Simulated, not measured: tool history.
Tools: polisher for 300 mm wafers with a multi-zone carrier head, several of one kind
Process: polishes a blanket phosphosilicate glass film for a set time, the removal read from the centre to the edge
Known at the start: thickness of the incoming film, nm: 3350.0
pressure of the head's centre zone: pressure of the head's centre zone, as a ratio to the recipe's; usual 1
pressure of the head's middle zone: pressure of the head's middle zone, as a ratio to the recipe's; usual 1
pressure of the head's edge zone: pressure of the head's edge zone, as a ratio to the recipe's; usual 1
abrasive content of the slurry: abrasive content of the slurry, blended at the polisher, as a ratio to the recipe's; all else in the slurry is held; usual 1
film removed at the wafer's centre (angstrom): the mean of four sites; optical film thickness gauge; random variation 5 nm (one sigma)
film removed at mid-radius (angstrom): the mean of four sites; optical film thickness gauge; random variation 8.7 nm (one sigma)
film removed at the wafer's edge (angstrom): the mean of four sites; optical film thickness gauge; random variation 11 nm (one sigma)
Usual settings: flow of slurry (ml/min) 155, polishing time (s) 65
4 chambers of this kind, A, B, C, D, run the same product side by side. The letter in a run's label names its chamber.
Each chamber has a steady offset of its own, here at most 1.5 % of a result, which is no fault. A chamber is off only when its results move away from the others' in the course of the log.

| run | day | flow of slurry (ml/min) | pressure of the head's centre zone | pressure of the head's middle zone | pressure of the head's edge zone | abrasive content of the slurry | polishing time (s) | wafers polished on this pad | hours since the slurry nozzle was cleaned | hours since the centre zone pressure was calibrated | hours since the edge zone pressure was calibrated | film removed at the wafer's centre (angstrom) | film removed at mid-radius (angstrom) | film removed at the wafer's edge (angstrom) |
|---|---|---|---|---|---|---|---|---|---|---|---|---|---|---|
| 1A | 0.179 | 155 | 1 | 1 | 1 | 1 | 65 | 488 | 407.8 | 1048.7 | 341.9 | 8046.5 | 8210.8 | 8133.4 |
| 2C | 0.321 | 155 | 1 | 1 | 1 | 1 | 65 | 780 | 324.1 | 350.8 | 559 | 8066.5 | 8155.8 | 8184.9 |
| 3B | 0.508 | 155 | 1 | 1 | 1 | 1 | 65 | 254 | 414.6 | 1014.5 | 161.2 | 8169.6 | 8158.3 | 7995.1 |
| 4D | 0.629 | 155 | 1 | 1 | 1 | 1 | 65 | 818 | 106 | 388.2 | 178.7 | 8212.9 | 8234.9 | 7963.9 |
|  | 0.662 | chamber C: worn pad replaced by a new one |
| 5D | 0.754 | 155 | 1 | 1 | 1 | 1 | 65 | 853 | 109 | 391.2 | 181.7 | 8165.2 | 8178 | 7957.2 |
| 6B | 0.9 | 155 | 1 | 1 | 1 | 1 | 65 | 364 | 424 | 1023.9 | 170.6 | 8186.9 | 8113.9 | 8246.7 |
| 7A | 1.038 | 155 | 1 | 1 | 1 | 1 | 65 | 730 | 428.4 | 1069.3 | 362.5 | 8056.6 | 8104.7 | 8117.6 |
| 8C | 1.225 | 155 | 1 | 1 | 1 | 1 | 65 | 159 | 345.8 | 372.5 | 580.7 | 8080.2 | 8210.4 | 8159.9 |
| 9A | 1.396 | 155 | 1 | 1 | 1 | 1 | 65 | 831 | 437 | 1077.9 | 371.1 | 8135.3 | 8054.1 | 7841.3 |
|  | 1.479 | chamber D: worn pad replaced by a new one |
| 10C | 1.504 | 155 | 1 | 1 | 1 | 1 | 65 | 237 | 352.5 | 379.2 | 587.4 | 8114.5 | 8065.1 | 8210.2 |
| 11B | 1.688 | 155 | 1 | 1 | 1 | 1 | 65 | 586 | 442.9 | 1042.8 | 189.5 | 8230 | 7990.6 | 8163.3 |
| 12D | 1.792 | 155 | 1 | 1 | 1 | 1 | 65 | 88 | 133.9 | 416.1 | 206.6 | 8089.9 | 8160.8 | 7881.5 |
| 13C | 1.896 | 155 | 1 | 1 | 1 | 1 | 65 | 348 | 361.9 | 388.6 | 596.8 | 8109.8 | 8195.1 | 8025 |
|  | 2.017 | chamber B: centre zone pressure recalibrated |
| 14B | 2.05 | 155 | 1 | 1 | 1 | 1 | 65 | 688 | 451.6 | 0.8 | 198.2 | 7465.6 | 8237.3 | 8119.9 |
| 15D | 2.15 | 155 | 1 | 1 | 1 | 1 | 65 | 189 | 142.5 | 424.7 | 215.2 | 8103.9 | 8323 | 8152.5 |
| 16A | 2.254 | 155 | 1 | 1 | 1 | 1 | 65 | 1073 | 457.6 | 1098.5 | 391.7 | 8121.2 | 8265.7 | 7942.2 |
|  | 2.392 | chamber A: worn pad replaced by a new one |
| 17D | 2.442 | 155 | 1 | 1 | 1 | 1 | 65 | 271 | 149.5 | 431.7 | 222.2 | 8084 | 8130.9 | 8261.3 |
| 18A | 2.575 | 155 | 1 | 1 | 1 | 1 | 65 | 52 | 465.3 | 1106.2 | 399.4 | 8157.7 | 8197.1 | 8126.7 |
| 19C | 2.754 | 155 | 1 | 1 | 1 | 1 | 65 | 589 | 382.5 | 409.2 | 617.4 | 8115.4 | 8222.6 | 8039.1 |
|  | 2.929 | chamber B: worn pad replaced by a new one |
| 20B | 2.933 | 155 | 1 | 1 | 1 | 1 | 65 | 2 | 472.8 | 22 | 219.4 | 7452.9 | 8137.5 | 7960.8 |
| 21A | 3.029 | 155 | 1 | 1 | 1 | 1 | 65 | 180 | 476.2 | 1117.1 | 410.3 | 8157.4 | 8259.6 | 8273.8 |
| 22B | 3.179 | 155 | 1 | 0.95 | 1 | 1 | 44 | 71 | 478.7 | 27.9 | 225.3 | 5031.5 | 5244.1 | 5471.8 |
| 23C | 3.346 | 155 | 1 | 0.95 | 1 | 1 | 44 | 756 | 396.7 | 423.4 | 631.6 | 5482.6 | 5261 | 5477.5 |
|  | 3.417 | chamber C: worn pad replaced by a new one |
| 24D | 3.533 | 155 | 1 | 0.95 | 1 | 1 | 44 | 579 | 175.7 | 457.9 | 248.4 | 5476.2 | 5156.8 | 5443.1 |
| 25B | 3.696 | 155 | 1 | 0.95 | 1 | 1 | 44 | 216 | 491.1 | 40.3 | 237.7 | 5122.7 | 5229 | 5490.3 |
| 26D | 3.875 | 155 | 1 | 1 | 1 | 1 | 65 | 675 | 183.9 | 466.1 | 256.6 | 8133.3 | 8146.1 | 8114.8 |
| 27C | 4.05 | 155 | 1 | 1 | 1 | 1 | 65 | 179 | 413.6 | 440.3 | 648.5 | 8182.6 | 8074.5 | 8267.6 |
| 28A | 4.158 | 155 | 1 | 1 | 1 | 1 | 65 | 498 | 503.3 | 1144.2 | 437.4 | 8130 | 8062.2 | 8209.6 |
| 29B | 4.258 | 155 | 1 | 1 | 1 | 1 | 65 | 375 | 504.6 | 53.8 | 251.2 | 7554.6 | 8104.1 | 8200.5 |
|  | 4.312 | chamber C: edge zone pressure recalibrated |
|  | 4.321 | chamber D: centre zone pressure recalibrated |
| 30C | 4.4 | 155 | 1 | 1 | 1 | 1 | 65 | 277 | 422 | 448.7 | 2.2 | 8089.7 | 8219.4 | 8080.9 |
| 31A | 4.583 | 155 | 1 | 1 | 1 | 1 | 65 | 617 | 513.5 | 1154.4 | 447.6 | 8140.4 | 8369 | 8111.7 |
| 32D | 4.754 | 155 | 1 | 1 | 1 | 1 | 65 | 922 | 205 | 10.4 | 277.7 | 8160 | 8170.5 | 8037.1 |
| 33B | 4.917 | 155 | 1 | 1 | 1 | 1 | 65 | 560 | 520.4 | 69.6 | 267 | 7599.3 | 8201.2 | 8050.3 |
| 34C | 5.046 | 155 | 1 | 1 | 1 | 1 | 65 | 459 | 437.5 | 464.2 | 17.7 | 8111.8 | 8212.7 | 8129.3 |
| 35D | 5.179 | 155 | 1 | 1 | 1 | 1 | 65 | 1042 | 215.2 | 20.6 | 287.9 | 8028.1 | 8254 | 8091.2 |
|  | 5.308 | chamber D: worn pad replaced by a new one |
| 36A | 5.358 | 155 | 1 | 1 | 1 | 1 | 65 | 836 | 532.1 | 1173 | 466.2 | 8080.6 | 8119.3 | 7982.5 |
| 37D | 5.446 | 155 | 1 | 1 | 1 | 1 | 65 | 39 | 221.6 | 27 | 294.3 | 8179.3 | 8115.5 | 8311.5 |
| 38B | 5.542 | 115 | 0.94 | 1 | 1 | 1 | 65 | 736 | 535.4 | 84.6 | 282 | 6473.6 | 7620.9 | 7572.9 |
| 39A | 5.725 | 115 | 0.94 | 1 | 1 | 1 | 65 | 939 | 540.9 | 1181.8 | 475 | 7006.1 | 7730 | 7768.9 |
| 40C | 5.846 | 115 | 0.94 | 1 | 1 | 1 | 65 | 684 | 456.7 | 483.4 | 36.9 | 7005.9 | 7717.8 | 7734 |
|  | 5.921 | chamber C: worn pad replaced by a new one |
| 41B | 5.942 | 115 | 0.94 | 1 | 1 | 1 | 65 | 849 | 545 | 94.2 | 291.6 | 6636.3 | 7573.7 | 7654.6 |
| 42D | 6.046 | 155 | 1 | 1 | 1 | 1 | 65 | 208 | 236 | 41.4 | 308.7 | 8097.6 | 8006.3 | 7994.7 |
| 43C | 6.192 | 155 | 1 | 1 | 1 | 1 | 65 | 76 | 465 | 491.7 | 45.2 | 8027.4 | 8233.2 | 8147.6 |

All 4 chambers run these settings next. Forecast each chamber's results:
| 44A | 6.325 | 155 | 1 | 1 | 1 | 1 | 65 |  |  |  |  | ? | ? | ? |
| 44B | 6.325 | 155 | 1 | 1 | 1 | 1 | 65 |  |  |  |  | ? | ? | ? |
| 44C | 6.325 | 155 | 1 | 1 | 1 | 1 | 65 |  |  |  |  | ? | ? | ? |
| 44D | 6.325 | 155 | 1 | 1 | 1 | 1 | 65 |  |  |  |  | ? | ? | ? |

| run | film removed at the wafer's centre (angstrom) | film removed at mid-radius (angstrom) | film removed at the wafer's edge (angstrom) |
|---|---|---|---|
| 44A | 8051 | 8155.8 | 8184.1 |
| 44B | 7585.3 | 8045.2 | 7920.1 |
| 44C | 8127.8 | 8173.4 | 8046.8 |
| 44D | 8148.1 | 8256.9 | 8142.6 |
